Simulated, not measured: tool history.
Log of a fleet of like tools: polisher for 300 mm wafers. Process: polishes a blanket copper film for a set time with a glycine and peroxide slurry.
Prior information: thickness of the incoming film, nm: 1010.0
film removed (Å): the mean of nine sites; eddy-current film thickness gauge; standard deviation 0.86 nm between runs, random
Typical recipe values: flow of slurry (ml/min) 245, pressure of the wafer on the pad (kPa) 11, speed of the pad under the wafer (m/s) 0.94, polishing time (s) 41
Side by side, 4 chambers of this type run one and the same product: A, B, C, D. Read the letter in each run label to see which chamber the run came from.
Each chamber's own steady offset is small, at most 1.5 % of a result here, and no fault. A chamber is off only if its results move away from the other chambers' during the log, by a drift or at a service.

run	hour	flow of slurry (ml/min)	pressure of the wafer on the pad (kPa)	speed of the pad under the wafer (m/s)	polishing time (s)	wafers polished on this pad	hours since the slurry nozzle was cleaned	hours since the head pressure was calibrated	film removed (Å)
1D	8.7	245	11	0.94	41	146	473.1	875.3	1305.3
2C	16.8	245	11	0.94	41	517	262.6	524.9	1281.8
# hour 23.7: chamber A: worn pad replaced by a new one
3B	27.9	245	11	0.94	41	702	182	512.6	1287.3
4A	35.8	245	11	0.94	41	87	254.3	1041.9	1320.9
# hour 38.5: chamber A: slurry nozzle cleaned
5A	47.3	245	11	0.94	41	170	8.8	1053.4	1312
6C	55	245	11	0.94	41	792	300.8	563.1	1300.6
7B	63.3	245	11	0.94	41	957	217.4	548	1287.7
8D	74.4	245	11	0.94	41	619	538.8	941	1307
# hour 80.3: chamber C: worn pad replaced by a new one
9A	81.7	245	11	0.94	41	418	43.2	1087.8	1316.5
# hour 83.7: chamber D: slurry nozzle cleaned
# hour 87.7: chamber B: slurry nozzle cleaned
10D	92.1	245	11	0.94	41	747	8.4	958.7	1306.5
# hour 101.1: chamber A: worn pad replaced by a new one
11B	105.8	245	11	0.94	41	1263	18.2	590.5	1275.4
# hour 107.3: chamber D: worn pad replaced by a new one
12C	112.5	245	11	0.94	41	232	358.3	620.6	1291.5
13A	120.9	210	11	1.24	41	143	82.4	1127	1600.7
# hour 130.1: chamber B: worn pad replaced by a new one
14C	134.9	210	11	1.24	41	393	380.7	643	1534.7
15B	142	210	11	1.24	41	86	54.4	626.7	1545.1
16D	152.2	210	11	1.24	41	323	68.5	1018.8	1580.7
17A	159.4	245	11	0.94	41	420	120.9	1165.5	1312.1
18D	166.9	245	11	0.94	41	429	83.2	1033.5	1305.1
# hour 175: chamber A: worn pad replaced by a new one
19C	177.4	245	11	0.94	41	699	423.2	685.5	1293
20B	185	245	11	0.94	41	395	97.4	669.7	1309.9
21C	195.1	245	11	0.94	41	827	440.9	703.2	1282.3
22A	203.9	245	11	0.94	41	208	165.4	1210	1312.8
23B	212.3	245	11	0.94	41	592	124.7	697	1291.8
# hour 222.8: chamber C: worn pad replaced by a new one
24D	224.7	320	11	0.62	41	846	141	1091.3	1008.4
# hour 229: chamber D: worn pad replaced by a new one
25B	237.1	320	11	0.62	41	771	149.5	721.8	995.25
# hour 238.3: chamber B: head pressure recalibrated
# hour 248.4: chamber A: head pressure recalibrated
26A	249.6	320	11	0.62	41	538	211.1	1.2	1020.6
# hour 249.7: chamber C: slurry nozzle cleaned
27D	260.7	320	11	0.62	41	228	177	1127.3	1008.9
# hour 262.7: chamber A: worn pad replaced by a new one
28C	270.2	245	12.4	0.94	33	341	20.6	778.3	1134
29A	281.7	245	12.4	0.94	33	137	243.2	33.3	1150
# hour 288.7: chamber B: slurry nozzle cleaned
30C	292.6	245	12.4	0.94	33	503	43	800.7	1133.2
31B	301.2	245	12.4	0.94	33	1233	12.6	62.9	1034.7
32D	309.7	245	11	0.94	41	581	226	1176.3	1306.3
# hour 313.9: chamber B: worn pad replaced by a new one
33D	316.7	245	11	0.94	41	632	233	1183.3	1309.2
# hour 326.4: chamber A: slurry nozzle cleaned
34B	326.6	245	11	0.94	41	91	38	88.3	1181.3
35C	336.1	245	11	0.94	41	816	86.5	844.2	1307
# hour 340.1: chamber A: worn pad replaced by a new one
36A	347.4	245	9.7	0.94	51	52	21	99	1501
# hour 350.1: chamber D: worn pad replaced by a new one
37C	354.8	245	9.7	0.94	51	951	105.2	862.9	1464.6
38D	368	245	9.7	0.94	51	129	284.3	1234.6	1461.6
# hour 378.7: chamber C: worn pad replaced by a new one
39B	379.1	245	9.7	0.94	51	470	90.5	140.8	1349.8
40A	392.3	245	13.8	0.94	54	376	65.9	143.9	2035.9
41C	403.7	245	13.8	0.94	54	180	154.1	911.8	1997.8
42B	412.5	245	13.8	0.94	54	710	123.9	174.2	1821.3
43A	420.5	245	13.8	0.94	54	579	94.1	172.1	2034.4

Next, every chamber runs the same settings. What will each give?
44A	430.7	245	11	0.94	41				?
44B	430.7	245	11	0.94	41				?
44C	430.7	245	11	0.94	41				?
44D	430.7	245	11	0.94	41				?

run	film removed (Å)
44A	1315.1
44B	1172.1
44C	1316.4
44D	1285.9
